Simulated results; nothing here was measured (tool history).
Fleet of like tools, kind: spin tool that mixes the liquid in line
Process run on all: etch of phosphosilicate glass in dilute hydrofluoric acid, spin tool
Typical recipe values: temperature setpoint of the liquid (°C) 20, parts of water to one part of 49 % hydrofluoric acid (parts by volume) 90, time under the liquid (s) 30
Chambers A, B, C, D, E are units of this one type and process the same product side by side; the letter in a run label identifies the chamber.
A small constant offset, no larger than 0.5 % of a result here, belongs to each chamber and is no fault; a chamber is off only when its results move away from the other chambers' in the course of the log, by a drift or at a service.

run     day  temperature setpoint of the liquid (°C)  parts of water to one part of 49 % hydrofluoric acid (parts by volume)  time under the liquid (s)  hours since the thermometer was replaced  hours since the hydrofluoric acid flow meter was replaced  read-back film thickness of the phosphosilicate glass reference wafer, read on the same gauge (nm)  thickness taken off the phosphosilicate glass on a monitor wafer (angstrom)
 1C   0.358                                       20                                                                      90                         30                                    1956.7                                                       91.1                                                                                              80.029                                                                       388.52
 2B   0.671                                       20                                                                      90                         30                                     694.6                                                       73.8                                                                                              80.067                                                                       393.49
 3D    0.95                                       20                                                                      90                         30                                     720.3                                                      398.7                                                                                              79.996                                                                       391.57
 4A   1.162                                       20                                                                      90                         30                                     473.1                                                      526.5                                                                                              79.995                                                                       392.34
 5E   1.646                                     17.5                                                                      90                         30                                       904                                                      784.2                                                                                              80.003                                                                       354.41
 6E   1.879                                     17.5                                                                      90                         30                                     909.6                                                      789.8                                                                                              80.015                                                                       351.89
 7A   2.325                                     17.5                                                                      90                         30                                       501                                                      554.4                                                                                              79.959                                                                       355.32
 8D   2.671                                     17.5                                                                      90                         30                                     761.6                                                        440                                                                                              80.031                                                                       351.63
 9C   3.079                                     17.5                                                                      90                         30                                      2022                                                      156.4                                                                                              79.992                                                                       349.55
10B   3.508                                       20                                                                      90                         30                                     762.7                                                      141.9                                                                                              79.987                                                                       386.56
11C   3.804                                       20                                                                      90                         30                                    2039.4                                                      173.8                                                                                              79.996                                                                       390.49
12A   4.125                                       20                                                                      90                         30                                     544.2                                                      597.6                                                                                              80.012                                                                       386.52
13D   4.342                                       20                                                                      90                         30                                     801.7                                                      480.1                                                                                              79.994                                                                       392.14
14B   4.717                                     18.5                                                                      60                         30                                     791.7                                                      170.9                                                                                              79.988                                                                       573.94
15E   4.971                                     18.5                                                                      60                         30                                     983.8                                                        864                                                                                              80.027                                                                        578.4
16E   5.262                                     18.5                                                                      60                         30                                     990.8                                                        871                                                                                              80.001                                                                       573.45
17C   5.704                                     18.5                                                                      60                         30                                      2085                                                      219.4                                                                                              80.002                                                                       566.63
18A   6.017                                     18.5                                                                      60                         30                                     589.6                                                        643                                                                                              79.998                                                                       569.46
19B   6.358                                       20                                                                      90                         30                                     831.1                                                      210.3                                                                                              79.986                                                                       384.15
20D   6.717                                       20                                                                      90                         30                                     858.7                                                      537.1                                                                                              79.984                                                                       390.81
21D   6.962                                       20                                                                      90                         30                                     864.6                                                        543                                                                                              80.032                                                                       390.32
22A   7.238                                       20                                                                      90                         30                                     618.9                                                      672.3                                                                                              79.989                                                                       389.69
23C   7.729                                       20                                                                      90                         30                                    2133.6                                                        268                                                                                              79.984                                                                       386.48
24B   8.108                                       20                                                                      90                         30                                     873.1                                                      252.3                                                                                              79.965                                                                       391.28
25E   8.529                                       20                                                                      90                         30                                    1069.2                                                      949.4                                                                                                  80                                                                       391.34
26D   8.833                                       20                                                                      90                         30                                     909.5                                                      587.9                                                                                               80.01                                                                       389.74
27C   9.079                                       20                                                                      90                         30                                      2166                                                      300.4                                                                                              79.998                                                                       384.44
28A   9.542                                       20                                                                      90                         30                                     674.2                                                      727.6                                                                                              79.998                                                                       388.62
29B   9.983                                       20                                                                      90                         30                                     918.1                                                      297.3                                                                                               80.01                                                                       387.97
30E  10.238                                       20                                                                      90                         30                                    1110.2                                                      990.4                                                                                              80.029                                                                       392.41
31A   10.55                                       20                                                                      90                         30                                     698.4                                                      751.8                                                                                              79.995                                                                       385.71
32D  10.796                                       20                                                                      90                         30                                     956.6                                                        635                                                                                              79.978                                                                       384.49
33C  11.217                                       20                                                                      90                         45                                    2217.3                                                      351.7                                                                                              80.001                                                                       579.44
34E    11.6                                       20                                                                      90                         45                                    1142.9                                                     1023.1                                                                                                  80                                                                       589.02
35B  11.888                                       20                                                                      90                         45                                     963.8                                                        343                                                                                              80.031                                                                       577.69
36D  12.325                                       20                                                                      90                         45                                     993.3                                                      671.7                                                                                              80.022                                                                        586.3
37B   12.75                                       20                                                                      90                         45                                     984.5                                                      363.7                                                                                              79.999                                                                       586.68
38A  13.162                                       20                                                                      50                         30                                     761.1                                                      814.5                                                                                              80.017                                                                       735.29
39E  13.625                                       20                                                                      50                         30                                    1191.5                                                     1071.7                                                                                              80.005                                                                       747.95

Each of the 5 chambers runs these same settings next. Fill in every chamber's results:
40A  13.983                                       22                                                                      90                         30                                                                                                                                                                                                                                                                                     ?
40B  13.983                                       22                                                                      90                         30                                                                                                                                                                                                                                                                                     ?
40C  13.983                                       22                                                                      90                         30                                                                                                                                                                                                                                                                                     ?
40D  13.983                                       22                                                                      90                         30                                                                                                                                                                                                                                                                                     ?
40E  13.983                                       22                                                                      90                         30                                                                                                                                                                                                                                                                                     ?

run  thickness taken off the phosphosilicate glass on a monitor wafer (angstrom)
40A                                                                       425.08
40B                                                                       424.21
40C                                                                        420.1
40D                                                                       423.38
40E                                                                       426.01
